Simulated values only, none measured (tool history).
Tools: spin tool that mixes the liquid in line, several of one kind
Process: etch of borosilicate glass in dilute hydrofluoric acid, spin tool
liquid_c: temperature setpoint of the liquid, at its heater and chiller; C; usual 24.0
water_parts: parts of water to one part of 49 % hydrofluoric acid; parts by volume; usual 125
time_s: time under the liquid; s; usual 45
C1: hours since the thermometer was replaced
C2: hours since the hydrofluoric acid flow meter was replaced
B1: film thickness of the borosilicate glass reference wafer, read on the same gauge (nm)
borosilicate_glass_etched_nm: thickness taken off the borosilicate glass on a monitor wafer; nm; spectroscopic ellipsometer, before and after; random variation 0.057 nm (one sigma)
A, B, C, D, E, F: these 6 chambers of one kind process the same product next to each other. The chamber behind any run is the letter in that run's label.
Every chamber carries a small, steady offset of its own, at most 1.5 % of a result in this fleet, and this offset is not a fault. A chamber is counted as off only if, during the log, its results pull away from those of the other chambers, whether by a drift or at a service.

run 1C day=0.283 | liquid_c=24.0 water_parts=125 time_s=45 | C1=461.9 C2=658.8 | B1=29.979 | borosilicate_glass_etched_nm=7.8505
run 2E day=0.596 | liquid_c=24.0 water_parts=125 time_s=45 | C1=1120.3 C2=268.2 | B1=30.023 | borosilicate_glass_etched_nm=7.8441
run 3B day=0.783 | liquid_c=24.0 water_parts=125 time_s=45 | C1=1015.2 C2=559.9 | B1=30.024 | borosilicate_glass_etched_nm=7.8282
run 4A day=0.992 | liquid_c=24.0 water_parts=125 time_s=45 | C1=25.6 C2=388.0 | B1=29.979 | borosilicate_glass_etched_nm=7.8577
run 5F day=1.212 | liquid_c=24.0 water_parts=125 time_s=45 | C1=1522.8 C2=868.1 | B1=29.997 | borosilicate_glass_etched_nm=7.8826
run 6D day=1.554 | liquid_c=24.0 water_parts=125 time_s=45 | C1=858.9 C2=1197.5 | B1=30.010 | borosilicate_glass_etched_nm=7.8103
run 7C day=1.746 | liquid_c=24.0 water_parts=125 time_s=45 | C1=497.0 C2=693.9 | B1=30.012 | borosilicate_glass_etched_nm=8.0396
run 8F day=1.921 | liquid_c=24.0 water_parts=125 time_s=45 | C1=1539.8 C2=885.1 | B1=29.974 | borosilicate_glass_etched_nm=7.9195
run 9E day=2.150 | liquid_c=28.5 water_parts=125 time_s=45 | C1=1157.6 C2=305.5 | B1=29.973 | borosilicate_glass_etched_nm=9.3724
run 10B day=2.362 | liquid_c=28.5 water_parts=125 time_s=45 | C1=1053.1 C2=597.8 | B1=30.021 | borosilicate_glass_etched_nm=9.3409
run 11D day=2.754 | liquid_c=28.5 water_parts=125 time_s=45 | C1=887.7 C2=1226.3 | B1=30.017 | borosilicate_glass_etched_nm=9.3111
run 12A day=3.079 | liquid_c=28.5 water_parts=125 time_s=45 | C1=75.7 C2=438.1 | B1=29.984 | borosilicate_glass_etched_nm=9.3186
run 13F day=3.383 | liquid_c=28.5 water_parts=125 time_s=45 | C1=1574.9 C2=920.2 | B1=29.991 | borosilicate_glass_etched_nm=9.3722
run 14D day=3.708 | liquid_c=28.5 water_parts=125 time_s=45 | C1=910.6 C2=1249.2 | B1=29.998 | borosilicate_glass_etched_nm=9.2527
run 15A day=4.012 | liquid_c=24.0 water_parts=125 time_s=45 | C1=98.1 C2=460.5 | B1=29.996 | borosilicate_glass_etched_nm=7.8812
run 16C day=4.271 | liquid_c=24.0 water_parts=125 time_s=45 | C1=557.6 C2=754.5 | B1=29.984 | borosilicate_glass_etched_nm=8.0161
run 17B day=4.642 | liquid_c=24.0 water_parts=125 time_s=45 | C1=1107.8 C2=652.5 | B1=30.000 | borosilicate_glass_etched_nm=7.8796
run 18E day=5.033 | liquid_c=24.0 water_parts=105 time_s=45 | C1=1226.8 C2=374.7 | B1=30.012 | borosilicate_glass_etched_nm=9.7363
run 19E day=5.417 | liquid_c=24.0 water_parts=105 time_s=45 | C1=1236.0 C2=383.9 | B1=29.978 | borosilicate_glass_etched_nm=9.6795
run 20D day=5.658 | liquid_c=24.0 water_parts=105 time_s=45 | C1=957.4 C2=1296.0 | B1=30.027 | borosilicate_glass_etched_nm=9.5010
-- day=5.850 chamber C: hydrofluoric acid flow meter replaced
run 21B day=5.908 | liquid_c=24.0 water_parts=105 time_s=45 | C1=1138.2 C2=682.9 | B1=29.999 | borosilicate_glass_etched_nm=9.5662
run 22C day=6.112 | liquid_c=24.0 water_parts=105 time_s=45 | C1=601.8 C2=6.3 | B1=30.000 | borosilicate_glass_etched_nm=9.7982
run 23F day=6.338 | liquid_c=24.0 water_parts=105 time_s=45 | C1=1645.8 C2=991.1 | B1=30.036 | borosilicate_glass_etched_nm=9.4975
run 24A day=6.558 | liquid_c=24.0 water_parts=125 time_s=45 | C1=159.2 C2=521.6 | B1=29.992 | borosilicate_glass_etched_nm=7.9059
run 25E day=6.917 | liquid_c=24.0 water_parts=125 time_s=45 | C1=1272.0 C2=419.9 | B1=29.999 | borosilicate_glass_etched_nm=8.0340
run 26C day=7.142 | liquid_c=24.0 water_parts=125 time_s=45 | C1=626.5 C2=31.0 | B1=30.010 | borosilicate_glass_etched_nm=8.0842
run 27A day=7.392 | liquid_c=24.0 water_parts=125 time_s=45 | C1=179.2 C2=541.6 | B1=29.991 | borosilicate_glass_etched_nm=7.8264
run 28D day=7.729 | liquid_c=24.0 water_parts=125 time_s=45 | C1=1007.1 C2=1345.7 | B1=30.007 | borosilicate_glass_etched_nm=7.8561
run 29B day=8.075 | liquid_c=24.0 water_parts=125 time_s=45 | C1=1190.2 C2=734.9 | B1=30.002 | borosilicate_glass_etched_nm=7.5790
run 30F day=8.425 | liquid_c=24.0 water_parts=125 time_s=45 | C1=1695.9 C2=1041.2 | B1=30.000 | borosilicate_glass_etched_nm=7.9924
run 31A day=8.717 | liquid_c=24.0 water_parts=125 time_s=45 | C1=211.0 C2=573.4 | B1=29.997 | borosilicate_glass_etched_nm=7.8331
run 32C day=8.917 | liquid_c=24.0 water_parts=125 time_s=45 | C1=669.1 C2=73.6 | B1=29.986 | borosilicate_glass_etched_nm=8.0652
run 33F day=9.204 | liquid_c=24.0 water_parts=125 time_s=45 | C1=1714.6 C2=1059.9 | B1=29.992 | borosilicate_glass_etched_nm=8.0250
run 34B day=9.517 | liquid_c=24.0 water_parts=125 time_s=45 | C1=1224.8 C2=769.5 | B1=29.991 | borosilicate_glass_etched_nm=7.4937
run 35D day=9.875 | liquid_c=24.0 water_parts=125 time_s=45 | C1=1058.6 C2=1397.2 | B1=29.996 | borosilicate_glass_etched_nm=7.7870
run 36E day=10.138 | liquid_c=24.0 water_parts=125 time_s=45 | C1=1349.3 C2=497.2 | B1=29.988 | borosilicate_glass_etched_nm=7.9378
run 37C day=10.533 | liquid_c=24.0 water_parts=125 time_s=45 | C1=707.9 C2=112.4 | B1=29.988 | borosilicate_glass_etched_nm=8.0666
run 38A day=10.725 | liquid_c=24.0 water_parts=125 time_s=45 | C1=259.2 C2=621.6 | B1=30.012 | borosilicate_glass_etched_nm=8.0068
run 39D day=11.121 | liquid_c=24.0 water_parts=125 time_s=45 | C1=1088.5 C2=1427.1 | B1=30.015 | borosilicate_glass_etched_nm=7.7010
run 40B day=11.467 | liquid_c=24.0 water_parts=125 time_s=45 | C1=1271.6 C2=816.3 | B1=29.994 | borosilicate_glass_etched_nm=7.3512
run 41F day=11.700 | liquid_c=24.0 water_parts=125 time_s=45 | C1=1774.5 C2=1119.8 | B1=30.000 | borosilicate_glass_etched_nm=7.8992
run 42E day=11.917 | liquid_c=24.0 water_parts=125 time_s=45 | C1=1392.0 C2=539.9 | B1=30.002 | borosilicate_glass_etched_nm=7.9572
run 43A day=12.217 | liquid_c=24.0 water_parts=125 time_s=45 | C1=295.0 C2=657.4 | B1=30.011 | borosilicate_glass_etched_nm=7.8151
run 44F day=12.500 | liquid_c=24.0 water_parts=125 time_s=45 | C1=1793.7 C2=1139.0 | B1=29.993 | borosilicate_glass_etched_nm=7.9873

Is one chamber out of step, is the gauge drifting, or do the chambers differ by no more than their own small offsets? For an off chamber, give its letter and the likeliest cause.

It is chamber B that slowly wanders off from its peers.
Most likely cause: liquid colder than its thermometer reads (K) = 2.54.
It could be hard to tell apart here from: hydrofluoric acid flow below the setpoint (%).

Below are 4 candidate recipes for chamber B's next run, each the usual settings with a change, their results shown as question marks. Which of them brings B's results back in line with what the other chambers give on the usual settings?
In line means no further than this from the other chambers' mean on the usual settings: borosilicate_glass_etched_nm 0.2000 nm
run 45B-1 day=12.783 | liquid_c=23.0 water_parts=125 time_s=45 | borosilicate_glass_etched_nm=?
run 45B-2 day=12.783 | liquid_c=24.0 water_parts=115 time_s=45 | borosilicate_glass_etched_nm=?
run 45B-3 day=12.783 | liquid_c=24.0 water_parts=120 time_s=45 | borosilicate_glass_etched_nm=?
run 45B-4 day=12.783 | liquid_c=21.5 water_parts=125 time_s=45 | borosilicate_glass_etched_nm=?

Mean of the other chambers on the usual settings: borosilicate_glass_etched_nm 7.8972 nm
run=45B-1 borosilicate_glass_etched_nm=6.8865
run=45B-2 borosilicate_glass_etched_nm=7.8816
run=45B-3 borosilicate_glass_etched_nm=7.5131
run=45B-4 borosilicate_glass_etched_nm=6.4749
45B-2 is the one that brings the chamber's results back in line with the other chambers.
